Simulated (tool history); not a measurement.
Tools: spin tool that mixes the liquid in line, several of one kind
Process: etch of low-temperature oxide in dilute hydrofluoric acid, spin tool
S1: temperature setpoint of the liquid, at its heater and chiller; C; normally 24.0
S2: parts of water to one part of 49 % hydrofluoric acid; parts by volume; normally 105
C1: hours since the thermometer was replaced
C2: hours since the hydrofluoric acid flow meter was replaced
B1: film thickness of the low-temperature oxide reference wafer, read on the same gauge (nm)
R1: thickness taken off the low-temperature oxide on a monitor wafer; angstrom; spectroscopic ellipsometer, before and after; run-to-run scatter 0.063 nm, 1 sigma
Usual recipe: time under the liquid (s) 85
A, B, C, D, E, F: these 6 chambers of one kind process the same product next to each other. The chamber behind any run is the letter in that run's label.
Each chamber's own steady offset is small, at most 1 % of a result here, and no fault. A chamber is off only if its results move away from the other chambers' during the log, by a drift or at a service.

{"run": "1E", "hour": 8.4, "S1": 24.0, "S2": 105, "time under the liquid (s)": 85, "C1": 1275.8, "C2": 1483.1, "B1": 99.982, "R1": 94.285}
{"run": "2F", "hour": 17.5, "S1": 24.0, "S2": 105, "time under the liquid (s)": 85, "C1": 1785.0, "C2": 385.7, "B1": 100.02, "R1": 93.597}
{"run": "3A", "hour": 26.1, "S1": 24.0, "S2": 105, "time under the liquid (s)": 85, "C1": 1090.1, "C2": 516.9, "B1": 99.989, "R1": 94.451}
{"run": "4C", "hour": 35.0, "S1": 24.0, "S2": 105, "time under the liquid (s)": 85, "C1": 409.3, "C2": 824.9, "B1": 100.01, "R1": 93.907}
{"run": "5B", "hour": 45.7, "S1": 24.0, "S2": 105, "time under the liquid (s)": 85, "C1": 845.0, "C2": 834.1, "B1": 100.01, "R1": 96.531}
{"run": "6D", "hour": 51.2, "S1": 24.0, "S2": 105, "time under the liquid (s)": 85, "C1": 804.3, "C2": 604.1, "B1": 100.02, "R1": 96.131}
{"run": "7F", "hour": 57.7, "S1": 24.0, "S2": 105, "time under the liquid (s)": 85, "C1": 1825.2, "C2": 425.9, "B1": 100.0, "R1": 94.148}
{"run": "8D", "hour": 63.8, "S1": 24.0, "S2": 105, "time under the liquid (s)": 85, "C1": 816.9, "C2": 616.7, "B1": 100.01, "R1": 95.415}
{"run": "9A", "hour": 69.4, "S1": 24.0, "S2": 105, "time under the liquid (s)": 85, "C1": 1133.4, "C2": 560.2, "B1": 100.02, "R1": 94.626}
{"run": "10E", "hour": 78.2, "S1": 21.5, "S2": 105, "time under the liquid (s)": 120, "C1": 1345.6, "C2": 1552.9, "B1": 100.02, "R1": 120.83}
{"run": "11C", "hour": 88.8, "S1": 21.5, "S2": 105, "time under the liquid (s)": 120, "C1": 463.1, "C2": 878.7, "B1": 99.993, "R1": 121.17}
{"run": "12B", "hour": 94.9, "S1": 21.5, "S2": 105, "time under the liquid (s)": 120, "C1": 894.2, "C2": 883.3, "B1": 99.989, "R1": 122.81}
{"run": "13E", "hour": 99.7, "S1": 21.5, "S2": 105, "time under the liquid (s)": 120, "C1": 1367.1, "C2": 1574.4, "B1": 100.01, "R1": 120.03}
{"run": "14B", "hour": 107.7, "S1": 21.5, "S2": 105, "time under the liquid (s)": 120, "C1": 907.0, "C2": 896.1, "B1": 100.02, "R1": 120.8}
{"run": "15A", "hour": 112.7, "S1": 21.5, "S2": 105, "time under the liquid (s)": 120, "C1": 1176.7, "C2": 603.5, "B1": 99.992, "R1": 120.58}
{"hour": 115.4, "done": "chamber A: hydrofluoric acid flow meter replaced"}
{"run": "16F", "hour": 123.3, "S1": 24.0, "S2": 105, "time under the liquid (s)": 85, "C1": 1890.8, "C2": 491.5, "B1": 99.987, "R1": 93.314}
{"run": "17C", "hour": 133.5, "S1": 24.0, "S2": 105, "time under the liquid (s)": 85, "C1": 507.8, "C2": 923.4, "B1": 100.0, "R1": 94.304}
{"hour": 139.9, "done": "chamber B: hydrofluoric acid flow meter replaced"}
{"run": "18D", "hour": 142.9, "S1": 24.0, "S2": 105, "time under the liquid (s)": 85, "C1": 896.0, "C2": 695.8, "B1": 100.0, "R1": 95.324}
{"run": "19F", "hour": 150.7, "S1": 24.0, "S2": 105, "time under the liquid (s)": 85, "C1": 1918.2, "C2": 518.9, "B1": 100.0, "R1": 93.162}
{"run": "20C", "hour": 159.5, "S1": 24.0, "S2": 105, "time under the liquid (s)": 85, "C1": 533.8, "C2": 949.4, "B1": 100.02, "R1": 94.131}
{"run": "21A", "hour": 167.4, "S1": 24.0, "S2": 105, "time under the liquid (s)": 85, "C1": 1231.4, "C2": 52.0, "B1": 99.999, "R1": 96.456}
{"run": "22D", "hour": 175.0, "S1": 24.0, "S2": 105, "time under the liquid (s)": 85, "C1": 928.1, "C2": 727.9, "B1": 99.993, "R1": 95.883}
{"run": "23B", "hour": 183.7, "S1": 24.0, "S2": 105, "time under the liquid (s)": 85, "C1": 983.0, "C2": 43.9, "B1": 99.987, "R1": 95.918}
{"run": "24E", "hour": 193.8, "S1": 24.0, "S2": 105, "time under the liquid (s)": 85, "C1": 1461.2, "C2": 1668.5, "B1": 100.01, "R1": 95.535}
{"run": "25A", "hour": 199.5, "S1": 24.0, "S2": 105, "time under the liquid (s)": 85, "C1": 1263.5, "C2": 84.1, "B1": 99.988, "R1": 94.043}
{"run": "26F", "hour": 206.4, "S1": 24.0, "S2": 105, "time under the liquid (s)": 85, "C1": 1973.9, "C2": 574.6, "B1": 100.0, "R1": 93.135}
{"run": "27B", "hour": 213.8, "S1": 24.0, "S2": 105, "time under the liquid (s)": 85, "C1": 1013.1, "C2": 74.0, "B1": 99.989, "R1": 94.594}
{"run": "28C", "hour": 223.6, "S1": 24.0, "S2": 105, "time under the liquid (s)": 85, "C1": 597.9, "C2": 1013.5, "B1": 99.985, "R1": 95.103}
{"run": "29E", "hour": 230.2, "S1": 24.0, "S2": 105, "time under the liquid (s)": 85, "C1": 1497.6, "C2": 1704.9, "B1": 100.0, "R1": 95.463}
{"run": "30D", "hour": 235.6, "S1": 24.0, "S2": 105, "time under the liquid (s)": 85, "C1": 988.7, "C2": 788.5, "B1": 100.02, "R1": 96.158}
{"run": "31D", "hour": 240.8, "S1": 24.0, "S2": 105, "time under the liquid (s)": 85, "C1": 993.9, "C2": 793.7, "B1": 99.993, "R1": 96.012}
{"run": "32B", "hour": 250.0, "S1": 24.0, "S2": 105, "time under the liquid (s)": 85, "C1": 1049.3, "C2": 110.2, "B1": 99.999, "R1": 95.761}
{"hour": 255.2, "done": "chamber C: hydrofluoric acid flow meter replaced"}
{"run": "33A", "hour": 256.3, "S1": 24.0, "S2": 105, "time under the liquid (s)": 85, "C1": 1320.3, "C2": 140.9, "B1": 99.994, "R1": 94.87}
{"run": "34C", "hour": 264.3, "S1": 24.0, "S2": 105, "time under the liquid (s)": 85, "C1": 638.6, "C2": 9.2, "B1": 100.02, "R1": 93.179}
{"run": "35E", "hour": 274.4, "S1": 24.0, "S2": 105, "time under the liquid (s)": 85, "C1": 1541.8, "C2": 1749.1, "B1": 100.01, "R1": 94.928}
{"run": "36F", "hour": 279.7, "S1": 24.0, "S2": 105, "time under the liquid (s)": 85, "C1": 2047.2, "C2": 647.9, "B1": 100.01, "R1": 95.208}

What goes on in this fleet: one chamber off, a drifting gauge, or nothing beyond the chambers' own small offsets? Name the chamber and the cause, if any.

The fleet is healthy, with each chamber sitting at its usual small offset and no drift in the gauge.

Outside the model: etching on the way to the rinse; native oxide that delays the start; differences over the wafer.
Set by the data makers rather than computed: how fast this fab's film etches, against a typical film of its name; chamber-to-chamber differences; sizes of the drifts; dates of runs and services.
